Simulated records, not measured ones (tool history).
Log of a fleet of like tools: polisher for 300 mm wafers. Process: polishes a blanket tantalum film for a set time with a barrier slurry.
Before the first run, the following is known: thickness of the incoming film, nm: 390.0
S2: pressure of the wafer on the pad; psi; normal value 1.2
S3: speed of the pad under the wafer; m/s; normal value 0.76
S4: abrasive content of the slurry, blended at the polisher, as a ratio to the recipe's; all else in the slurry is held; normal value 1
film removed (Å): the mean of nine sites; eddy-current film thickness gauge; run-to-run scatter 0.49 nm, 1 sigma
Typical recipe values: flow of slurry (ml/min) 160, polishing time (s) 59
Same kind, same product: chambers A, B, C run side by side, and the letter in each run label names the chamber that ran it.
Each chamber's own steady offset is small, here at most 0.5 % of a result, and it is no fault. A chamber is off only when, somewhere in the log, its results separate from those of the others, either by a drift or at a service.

Run 1A, hour 9.9: usual settings. Result: film removed (Å) 378.57.
Run 2B, hour 18.7: usual settings. Result: film removed (Å) 377.38.
At hour 23.4: chamber C: worn pad replaced by a new one.
Run 3C, hour 26.4: usual settings. Result: film removed (Å) 376.48.
At hour 27.3: chamber B: worn pad replaced by a new one.
Run 4B, hour 35.8: usual settings. Result: film removed (Å) 382.2.
At hour 37: chamber A: worn pad replaced by a new one.
Run 5C, hour 43.2: usual settings. Result: film removed (Å) 374.77.
Run 6A, hour 52.2: usual settings. Result: film removed (Å) 381.08.
Run 7B, hour 60.6: usual settings. Result: film removed (Å) 376.43.
At hour 65.5: chamber B: head pressure recalibrated.
Run 8C, hour 67.4: usual settings. Result: film removed (Å) 378.05.
At hour 70.9: chamber C: worn pad replaced by a new one.
At hour 76.4: chamber B: worn pad replaced by a new one.
Run 9A, hour 77: usual settings. Result: film removed (Å) 374.78.
Run 10C, hour 86.1: usual settings. Result: film removed (Å) 377.47.
Run 11B, hour 93.6: usual settings. Result: film removed (Å) 389.74.
Run 12A, hour 101.8: usual settings. Result: film removed (Å) 387.66.
At hour 109.6: chamber B: slurry nozzle cleaned.
Run 13B, hour 111.2: usual settings. Result: film removed (Å) 382.62.
Run 14A, hour 119.5: usual settings. Result: film removed (Å) 377.42.
Run 15C, hour 123.9: usual settings. Result: film removed (Å) 378.72.
At hour 124.8: chamber C: worn pad replaced by a new one.
At hour 131.6: chamber B: worn pad replaced by a new one.
At hour 132.3: chamber A: worn pad replaced by a new one.
Run 16C, hour 134: usual settings. Result: film removed (Å) 374.13.
Run 17A, hour 142.3: usual settings. Result: film removed (Å) 379.53.
At hour 150.1: chamber A: slurry nozzle cleaned.
Run 18B, hour 150.6: usual settings. Result: film removed (Å) 373.92.
Run 19A, hour 155.3: usual settings. Result: film removed (Å) 382.69.
Run 20C, hour 164.5: usual settings. Result: film removed (Å) 378.92.
At hour 167.2: chamber C: worn pad replaced by a new one.
Run 21B, hour 172.3: usual settings. Result: film removed (Å) 379.37.
Run 22B, hour 181: usual settings. Result: film removed (Å) 380.24.
At hour 184.2: chamber B: worn pad replaced by a new one.
Run 23A, hour 191.1: usual settings. Result: film removed (Å) 382.91.
Run 24C, hour 199.4: usual settings but S3 0.96 m/s, S4 0.9. Result: film removed (Å) 464.89.
Run 25A, hour 205: usual settings but S3 0.96 m/s, S4 0.9. Result: film removed (Å) 472.31.
At hour 214.5: chamber C: worn pad replaced by a new one.
Run 26B, hour 214.6: usual settings but S3 0.96 m/s, S4 0.9. Result: film removed (Å) 459.41.
At hour 216.1: chamber C: slurry nozzle cleaned.
Run 27C, hour 223: usual settings. Result: film removed (Å) 378.86.

The same settings go to every chamber for the next run, one line per chamber below. Forecast the results for each:
Run 28A, hour 230.4: usual settings. Result: film removed (Å) ?.
Run 28B, hour 230.4: usual settings. Result: film removed (Å) ?.
Run 28C, hour 230.4: usual settings. Result: film removed (Å) ?.

run  film removed (Å)
28A            379.41
28B            375.43
28C            383.25
